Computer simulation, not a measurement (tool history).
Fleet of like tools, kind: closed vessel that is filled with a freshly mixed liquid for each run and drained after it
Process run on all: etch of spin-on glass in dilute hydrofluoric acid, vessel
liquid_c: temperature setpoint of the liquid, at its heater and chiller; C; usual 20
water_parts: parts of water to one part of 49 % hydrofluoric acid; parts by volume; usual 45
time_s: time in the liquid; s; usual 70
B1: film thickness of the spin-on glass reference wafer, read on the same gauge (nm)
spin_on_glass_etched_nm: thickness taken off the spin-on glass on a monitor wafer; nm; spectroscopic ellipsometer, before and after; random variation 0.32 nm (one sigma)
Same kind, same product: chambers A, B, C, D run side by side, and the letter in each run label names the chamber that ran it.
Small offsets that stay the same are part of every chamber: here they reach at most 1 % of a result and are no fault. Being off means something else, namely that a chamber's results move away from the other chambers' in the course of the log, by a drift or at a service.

run 1B hour=5 | liquid_c=20 water_parts=45 time_s=70 | B1=100.02 | spin_on_glass_etched_nm=49.643
run 2C hour=9.2 | liquid_c=20 water_parts=45 time_s=70 | B1=100 | spin_on_glass_etched_nm=49.575
run 3D hour=15.3 | liquid_c=20 water_parts=45 time_s=70 | B1=99.984 | spin_on_glass_etched_nm=49.333
run 4A hour=18.3 | liquid_c=20 water_parts=45 time_s=70 | B1=99.985 | spin_on_glass_etched_nm=48.734
run 5C hour=21.5 | liquid_c=20 water_parts=45 time_s=70 | B1=99.993 | spin_on_glass_etched_nm=49.761
run 6D hour=24.8 | liquid_c=20 water_parts=45 time_s=70 | B1=100.01 | spin_on_glass_etched_nm=48.881
run 7A hour=27.8 | liquid_c=18 water_parts=60 time_s=70 | B1=100.02 | spin_on_glass_etched_nm=33.442
run 8B hour=31.3 | liquid_c=18 water_parts=60 time_s=70 | B1=100.03 | spin_on_glass_etched_nm=34.239
run 9B hour=34 | liquid_c=18 water_parts=60 time_s=70 | B1=99.98 | spin_on_glass_etched_nm=34.239
run 10C hour=40 | liquid_c=18 water_parts=60 time_s=70 | B1=100.01 | spin_on_glass_etched_nm=33.58
run 11D hour=45.2 | liquid_c=20 water_parts=30 time_s=70 | B1=99.928 | spin_on_glass_etched_nm=74.677
run 12A hour=49.2 | liquid_c=20 water_parts=30 time_s=70 | B1=99.979 | spin_on_glass_etched_nm=74.28
run 13D hour=52.2 | liquid_c=20 water_parts=30 time_s=70 | B1=100.05 | spin_on_glass_etched_nm=75.488
run 14A hour=56.2 | liquid_c=20 water_parts=30 time_s=70 | B1=99.983 | spin_on_glass_etched_nm=74.256
run 15B hour=61.4 | liquid_c=20 water_parts=45 time_s=70 | B1=100.01 | spin_on_glass_etched_nm=50.532
run 16C hour=65 | liquid_c=20 water_parts=45 time_s=70 | B1=100.03 | spin_on_glass_etched_nm=49.622
run 17B hour=69.3 | liquid_c=20 water_parts=45 time_s=70 | B1=100.05 | spin_on_glass_etched_nm=49.487
run 18C hour=73.8 | liquid_c=20 water_parts=45 time_s=70 | B1=99.986 | spin_on_glass_etched_nm=49.599
run 19A hour=78.7 | liquid_c=20 water_parts=45 time_s=70 | B1=100.02 | spin_on_glass_etched_nm=49.094
run 20D hour=84.2 | liquid_c=20 water_parts=45 time_s=70 | B1=100 | spin_on_glass_etched_nm=49.261
run 21A hour=89.5 | liquid_c=20 water_parts=45 time_s=70 | B1=100.04 | spin_on_glass_etched_nm=48.877
run 22C hour=95 | liquid_c=20 water_parts=45 time_s=70 | B1=99.953 | spin_on_glass_etched_nm=48.903
run 23B hour=98.3 | liquid_c=20 water_parts=45 time_s=70 | B1=100.05 | spin_on_glass_etched_nm=50.903
run 24D hour=101 | liquid_c=20 water_parts=45 time_s=70 | B1=99.997 | spin_on_glass_etched_nm=49.179
run 25C hour=106.9 | liquid_c=20 water_parts=45 time_s=70 | B1=99.993 | spin_on_glass_etched_nm=48.911
run 26D hour=112.8 | liquid_c=20 water_parts=45 time_s=70 | B1=100 | spin_on_glass_etched_nm=49.253
run 27B hour=116 | liquid_c=20 water_parts=45 time_s=70 | B1=99.988 | spin_on_glass_etched_nm=52.521
run 28A hour=119.6 | liquid_c=20 water_parts=45 time_s=70 | B1=100 | spin_on_glass_etched_nm=48.841
run 29B hour=124.9 | liquid_c=20 water_parts=45 time_s=70 | B1=100.02 | spin_on_glass_etched_nm=52.483
run 30A hour=130.5 | liquid_c=20 water_parts=45 time_s=70 | B1=100.01 | spin_on_glass_etched_nm=49.538
run 31D hour=133.7 | liquid_c=20 water_parts=45 time_s=70 | B1=100.01 | spin_on_glass_etched_nm=49.526
run 32C hour=137.8 | liquid_c=20 water_parts=45 time_s=70 | B1=99.978 | spin_on_glass_etched_nm=49.235
run 33C hour=143.9 | liquid_c=20 water_parts=45 time_s=70 | B1=100.01 | spin_on_glass_etched_nm=49.713
run 34D hour=146.8 | liquid_c=20 water_parts=35 time_s=70 | B1=99.99 | spin_on_glass_etched_nm=64.689
run 35A hour=149.8 | liquid_c=20 water_parts=35 time_s=70 | B1=99.993 | spin_on_glass_etched_nm=63.626
run 36B hour=154.7 | liquid_c=20 water_parts=35 time_s=70 | B1=100.03 | spin_on_glass_etched_nm=68.884
run 37D hour=160.2 | liquid_c=20 water_parts=35 time_s=70 | B1=100.03 | spin_on_glass_etched_nm=63.6

Each of the 4 chambers runs these same settings next. Fill in every chamber's results:
run 38A hour=164.6 | liquid_c=20 water_parts=30 time_s=70 | spin_on_glass_etched_nm=?
run 38B hour=164.6 | liquid_c=20 water_parts=30 time_s=70 | spin_on_glass_etched_nm=?
run 38C hour=164.6 | liquid_c=20 water_parts=30 time_s=70 | spin_on_glass_etched_nm=?
run 38D hour=164.6 | liquid_c=20 water_parts=30 time_s=70 | spin_on_glass_etched_nm=?

run=38A spin_on_glass_etched_nm=73.799
run=38B spin_on_glass_etched_nm=82.608
run=38C spin_on_glass_etched_nm=75.835
run=38D spin_on_glass_etched_nm=75.688
